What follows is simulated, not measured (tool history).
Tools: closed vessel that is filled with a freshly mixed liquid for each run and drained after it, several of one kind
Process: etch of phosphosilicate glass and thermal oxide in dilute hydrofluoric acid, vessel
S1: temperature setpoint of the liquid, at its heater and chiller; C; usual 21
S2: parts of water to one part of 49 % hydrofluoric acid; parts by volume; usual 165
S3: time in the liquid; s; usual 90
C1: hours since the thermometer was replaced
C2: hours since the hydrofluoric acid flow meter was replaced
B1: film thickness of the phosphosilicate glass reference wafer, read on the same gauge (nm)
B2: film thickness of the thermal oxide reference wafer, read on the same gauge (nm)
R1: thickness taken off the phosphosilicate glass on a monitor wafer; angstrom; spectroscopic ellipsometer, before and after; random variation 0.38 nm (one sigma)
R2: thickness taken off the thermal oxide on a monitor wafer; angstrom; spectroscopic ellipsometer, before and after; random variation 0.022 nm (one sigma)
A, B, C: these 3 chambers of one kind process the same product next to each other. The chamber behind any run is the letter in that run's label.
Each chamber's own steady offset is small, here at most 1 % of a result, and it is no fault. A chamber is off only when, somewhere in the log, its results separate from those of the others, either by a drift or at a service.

Run 1B, hour 7.6: usual settings; C1 1558.5; C2 462.8; B1 89.977; B2 130. Result: R1 543.23 angstrom, R2 22.153 angstrom.
Run 2A, hour 14.3: usual settings; C1 667.9; C2 569.2; B1 89.995; B2 130.03. Result: R1 537.83 angstrom, R2 21.766 angstrom.
Run 3C, hour 20.8: usual settings; C1 513.9; C2 228.4; B1 90.007; B2 129.98. Result: R1 540.07 angstrom, R2 22.012 angstrom.
Run 4C, hour 25.1: usual settings; C1 518.2; C2 232.7; B1 89.998; B2 129.99. Result: R1 546.91 angstrom, R2 21.935 angstrom.
Run 5B, hour 29.4: usual settings; C1 1580.3; C2 484.6; B1 89.957; B2 130.01. Result: R1 535.39 angstrom, R2 21.923 angstrom.
Run 6A, hour 33: usual settings but S1 24.5 C, S3 60 s; C1 686.6; C2 587.9; B1 90.011; B2 129.99. Result: R1 412.75 angstrom, R2 16.698 angstrom.
Run 7B, hour 39.4: usual settings but S1 24.5 C, S3 60 s; C1 1590.3; C2 494.6; B1 89.98; B2 130. Result: R1 418.41 angstrom, R2 16.839 angstrom.
Run 8A, hour 43.3: usual settings but S1 24.5 C, S3 60 s; C1 696.9; C2 598.2; B1 90.021; B2 130. Result: R1 411.31 angstrom, R2 16.791 angstrom.
Run 9C, hour 50.8: usual settings; C1 543.9; C2 258.4; B1 89.983; B2 130.01. Result: R1 539.02 angstrom, R2 22.088 angstrom.
Run 10C, hour 59: usual settings; C1 552.1; C2 266.6; B1 89.954; B2 130. Result: R1 547.93 angstrom, R2 22.081 angstrom.
Run 11A, hour 65.2: usual settings but S1 23 C; C1 718.8; C2 620.1; B1 89.998; B2 130. Result: R1 569.03 angstrom, R2 23.426 angstrom.
Run 12B, hour 69.8: usual settings but S1 23 C; C1 1620.7; C2 525; B1 90.03; B2 130. Result: R1 574.89 angstrom, R2 23.909 angstrom.
Run 13B, hour 75.3: usual settings but S1 23 C; C1 1626.2; C2 530.5; B1 90.018; B2 130.01. Result: R1 587.09 angstrom, R2 24.553 angstrom.
Run 14A, hour 82.8: usual settings; C1 736.4; C2 637.7; B1 90.003; B2 129.98. Result: R1 532.01 angstrom, R2 21.159 angstrom.
Run 15C, hour 86.7: usual settings but S3 65 s; C1 579.8; C2 294.3; B1 90.021; B2 130.02. Result: R1 394.58 angstrom, R2 15.68 angstrom.
Run 16B, hour 94.5: usual settings but S3 65 s; C1 1645.4; C2 549.7; B1 89.985; B2 130.01. Result: R1 393.18 angstrom, R2 16.101 angstrom.
Run 17A, hour 102.5: usual settings but S3 65 s; C1 756.1; C2 657.4; B1 90.001; B2 129.99. Result: R1 380.14 angstrom, R2 15.415 angstrom.
Run 18C, hour 110.5: usual settings; C1 603.6; C2 318.1; B1 89.98; B2 129.99. Result: R1 544.82 angstrom, R2 22.126 angstrom.
Run 19C, hour 114.1: usual settings; C1 607.2; C2 321.7; B1 89.993; B2 130.01. Result: R1 542.4 angstrom, R2 21.795 angstrom.
Run 20B, hour 118: usual settings; C1 1668.9; C2 573.2; B1 89.966; B2 130.02. Result: R1 539.35 angstrom, R2 22.203 angstrom.
Run 21A, hour 124.6: usual settings; C1 778.2; C2 679.5; B1 89.975; B2 130. Result: R1 527.44 angstrom, R2 20.909 angstrom.
Run 22B, hour 130.1: usual settings; C1 1681; C2 585.3; B1 90.037; B2 129.99. Result: R1 546.06 angstrom, R2 21.98 angstrom.
Run 23C, hour 135.7: usual settings; C1 628.8; C2 343.3; B1 90.013; B2 130.01. Result: R1 540.03 angstrom, R2 22.185 angstrom.
Run 24A, hour 140.5: usual settings; C1 794.1; C2 695.4; B1 89.973; B2 129.99. Result: R1 521.29 angstrom, R2 20.799 angstrom.
Run 25B, hour 147.7: usual settings but S1 24.5 C; C1 1698.6; C2 602.9; B1 89.986; B2 129.99. Result: R1 608.94 angstrom, R2 25.068 angstrom.
Run 26C, hour 154.9: usual settings but S1 24.5 C; C1 648; C2 362.5; B1 90.015; B2 129.98. Result: R1 617.45 angstrom, R2 24.828 angstrom.
Run 27A, hour 160: usual settings but S1 24.5 C; C1 813.6; C2 714.9; B1 90.025; B2 130.01. Result: R1 582.36 angstrom, R2 23.388 angstrom.
Run 28A, hour 168.1: usual settings but S2 135 parts by volume, S3 45 s; C1 821.7; C2 723; B1 89.986; B2 129.99. Result: R1 326.98 angstrom, R2 12.973 angstrom.
Run 29C, hour 176.1: usual settings but S2 135 parts by volume, S3 45 s; C1 669.2; C2 383.7; B1 90.016; B2 130.01. Result: R1 341.2 angstrom, R2 13.876 angstrom.
Run 30B, hour 182: usual settings but S2 135 parts by volume, S3 45 s; C1 1732.9; C2 637.2; B1 90.041; B2 130.01. Result: R1 341.2 angstrom, R2 13.818 angstrom.
Run 31C, hour 187.7: usual settings but S2 140 parts by volume, S3 120 s; C1 680.8; C2 395.3; B1 90; B2 129.99. Result: R1 878.58 angstrom, R2 35.665 angstrom.
Run 32A, hour 195.1: usual settings but S2 140 parts by volume, S3 120 s; C1 848.7; C2 750; B1 90.025; B2 130.01. Result: R1 810.58 angstrom, R2 33.078 angstrom.
Run 33B, hour 199.2: usual settings but S2 140 parts by volume, S3 120 s; C1 1750.1; C2 654.4; B1 90.04; B2 130.01. Result: R1 859.04 angstrom, R2 35.105 angstrom.
Run 34C, hour 206.3: usual settings; C1 699.4; C2 413.9; B1 89.948; B2 130.02. Result: R1 541.6 angstrom, R2 22.216 angstrom.
Run 35B, hour 211.2: usual settings but S3 145 s; C1 1762.1; C2 666.4; B1 89.986; B2 129.98. Result: R1 871.24 angstrom, R2 36.137 angstrom.
Run 36A, hour 215.2: usual settings but S3 145 s; C1 868.8; C2 770.1; B1 90.001; B2 130. Result: R1 802.16 angstrom, R2 32.673 angstrom.
Run 37A, hour 222.6: usual settings but S3 145 s; C1 876.2; C2 777.5; B1 89.961; B2 130.01. Result: R1 796.46 angstrom, R2 32.636 angstrom.
Run 38B, hour 230.7: usual settings; C1 1781.6; C2 685.9; B1 90.047; B2 129.99. Result: R1 544.82 angstrom, R2 22.325 angstrom.
Run 39C, hour 238.2: usual settings; C1 731.3; C2 445.8; B1 89.99; B2 129.99. Result: R1 542.95 angstrom, R2 22.178 angstrom.
Run 40B, hour 243.8: usual settings; C1 1794.7; C2 699; B1 89.995; B2 130. Result: R1 536.44 angstrom, R2 22.105 angstrom.

The same settings go to every chamber for the next run, one line per chamber below. Forecast the results for each:
Run 41A, hour 249.7: usual settings. Result: R1 ?, R2 ?.
Run 41B, hour 249.7: usual settings. Result: R1 ?, R2 ?.
Run 41C, hour 249.7: usual settings. Result: R1 ?, R2 ?.

run      R1      R2
41A  497.44  20.001
41B   537.9  21.935
41C  547.36  21.908
